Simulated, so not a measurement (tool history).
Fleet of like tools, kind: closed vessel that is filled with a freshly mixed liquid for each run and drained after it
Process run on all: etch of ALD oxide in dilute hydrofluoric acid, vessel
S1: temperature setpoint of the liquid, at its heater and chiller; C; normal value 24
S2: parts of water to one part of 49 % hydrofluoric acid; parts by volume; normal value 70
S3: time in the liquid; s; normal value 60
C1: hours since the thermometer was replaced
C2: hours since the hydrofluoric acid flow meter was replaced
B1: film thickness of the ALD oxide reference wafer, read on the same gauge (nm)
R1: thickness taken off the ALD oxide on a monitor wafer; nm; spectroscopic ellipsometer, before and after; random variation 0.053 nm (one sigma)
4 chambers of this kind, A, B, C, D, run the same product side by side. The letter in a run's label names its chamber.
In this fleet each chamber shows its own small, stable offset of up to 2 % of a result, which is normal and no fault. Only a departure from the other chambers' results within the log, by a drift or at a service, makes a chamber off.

run,day,S1,S2,S3,C1,C2,B1,R1
# day 0.088: chamber A: hydrofluoric acid flow meter replaced
1C,0.250,24,70,60,436.7,412.3,150.00,11.2810
2B,0.567,24,70,60,1406.3,337.4,150.00,11.1730
# day 0.700: chamber D: hydrofluoric acid flow meter replaced
3A,0.721,24,70,60,2003.6,15.3,150.02,11.2130
4D,1.050,24,70,60,868.5,8.4,150.00,10.8570
5D,1.258,24,70,60,873.5,13.4,149.97,10.9320
6A,1.567,24,70,60,2023.9,35.6,150.01,11.2120
7B,1.779,24,70,60,1435.4,366.5,149.98,11.1710
8C,2.117,24,70,60,481.5,457.1,150.01,11.1560
9B,2.283,24,70,60,1447.5,378.6,149.94,11.1270
10C,2.542,24,70,60,491.7,467.3,150.00,11.2010
11D,2.825,24,70,60,911.1,51.0,150.03,10.9550
12A,3.046,24,70,60,2059.4,71.1,150.04,11.1510
13D,3.279,24,70,60,922.0,61.9,150.02,10.8760
14C,3.525,24,40,90,515.3,490.9,150.00,29.9390
15B,3.783,24,40,90,1483.5,414.6,150.02,30.3740
16A,3.933,24,40,90,2080.7,92.4,149.98,30.3000
17A,4.196,24,40,90,2087.0,98.7,149.99,30.6870
18B,4.521,24,70,60,1501.2,432.3,150.01,11.1500
19D,4.692,26,70,30,955.9,95.8,149.99,5.9238
# day 4.788: chamber B: hydrofluoric acid flow meter replaced
20C,4.979,26,70,30,550.2,525.8,150.02,5.8523
21C,5.283,26,70,30,557.5,533.1,150.00,5.7866
22D,5.462,26,70,30,974.4,114.3,150.02,5.9414
23A,5.625,24,70,60,2121.3,133.0,149.98,11.0880
24B,5.804,27,70,30,1532.0,24.4,149.97,6.2547
25B,6.075,27,70,30,1538.5,30.9,150.02,6.2674

Does one chamber stand apart from the rest, does the shared gauge drift, or is all well apart from small per-chamber offsets? Give the chamber and the most likely cause, where there is one.

Chamber C drifts away from the others.
Likeliest cause: hydrofluoric acid flow below the setpoint (%) = 5.54.
The log might look much the same if the cause were instead: liquid colder than its thermometer reads (K).

Chamber C could run next with any of the 4 candidate recipes listed below; each alters the usual settings, and their results appear as question marks. Which one brings its results back in line with what the other chambers deliver on the usual settings?
In-line tolerance around the mean of the other chambers on the usual settings: R1 0.1800 nm
26C-1,6.317,23.0,70,60,,,,?
26C-2,6.317,23.5,70,60,,,,?
26C-3,6.317,24.5,70,60,,,,?
26C-4,6.317,25.0,70,60,,,,?

Average result of the remaining chambers running the usual settings: R1 11.0880 nm
run,R1
26C-1,10.1790
26C-2,10.3840
26C-3,10.8030
26C-4,11.0180
26C-4 is the one that brings the chamber's results back in line with the other chambers.
